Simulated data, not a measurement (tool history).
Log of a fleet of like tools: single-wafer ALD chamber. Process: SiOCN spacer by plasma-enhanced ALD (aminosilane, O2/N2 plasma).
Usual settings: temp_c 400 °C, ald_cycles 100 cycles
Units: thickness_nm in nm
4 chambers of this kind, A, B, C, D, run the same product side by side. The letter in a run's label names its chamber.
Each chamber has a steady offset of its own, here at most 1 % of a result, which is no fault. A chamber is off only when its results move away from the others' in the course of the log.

run   hour  temp_c  ald_cycles  read-back reference wafer on the same gauge, thickness_nm  thickness_nm
 1C    3.7     400         100                                                     6.0304        6.0344
 2D    8.7     400         100                                                     6.0292        6.0357
 3A   15.5     400         100                                                     6.0273         6.057
 4B   22.2     400         100                                                     6.0256         6.092
 5C   29.9     400         114                                                     6.0236        6.8721
 6A   37.7     400         114                                                     6.0217        6.9106
 7B   42.2     400         114                                                     6.0178        6.9308
 8D   47.2     400         114                                                     6.0203        6.8733
 9C   55.1     400         100                                                     6.0186        6.0179
10D   61.4     395         100                                                     6.0154         6.009
11B   67.5     395         100                                                     6.0147        6.0894
12A   72.6     395         100                                                     6.0111        6.0198
13D   80.7     395         100                                                     6.0071        5.9975
14A   88.6     400         100                                                     6.0085        6.0527
15C   96.5     400         100                                                     6.0089        6.0184
16B  101.1     394          92                                                     6.0061        5.5697
17A  108.1     394          92                                                     6.0057        5.5604
18B  112.1     394          92                                                     6.0048        5.5856
19D  116.4     394          92                                                     6.0012        5.5232
20C  120.4     400         100                                                          6        5.9998
21A  124.9     400         100                                                     6.0012        6.0252
22C  132.5     400         100                                                     5.9994        5.9938
23B  137.9     400         100                                                     5.9991        6.0449
24D  144.5     400         118                                                     5.9942        7.0661

Is one chamber off against the others, does the gauge drift, or is nothing wrong? If a chamber is off, say which, and what the likeliest cause is.

The gauge drifts, so all chambers seem to drift together. No chamber is off.
Cause: gauge reads low (%) = 0.588.
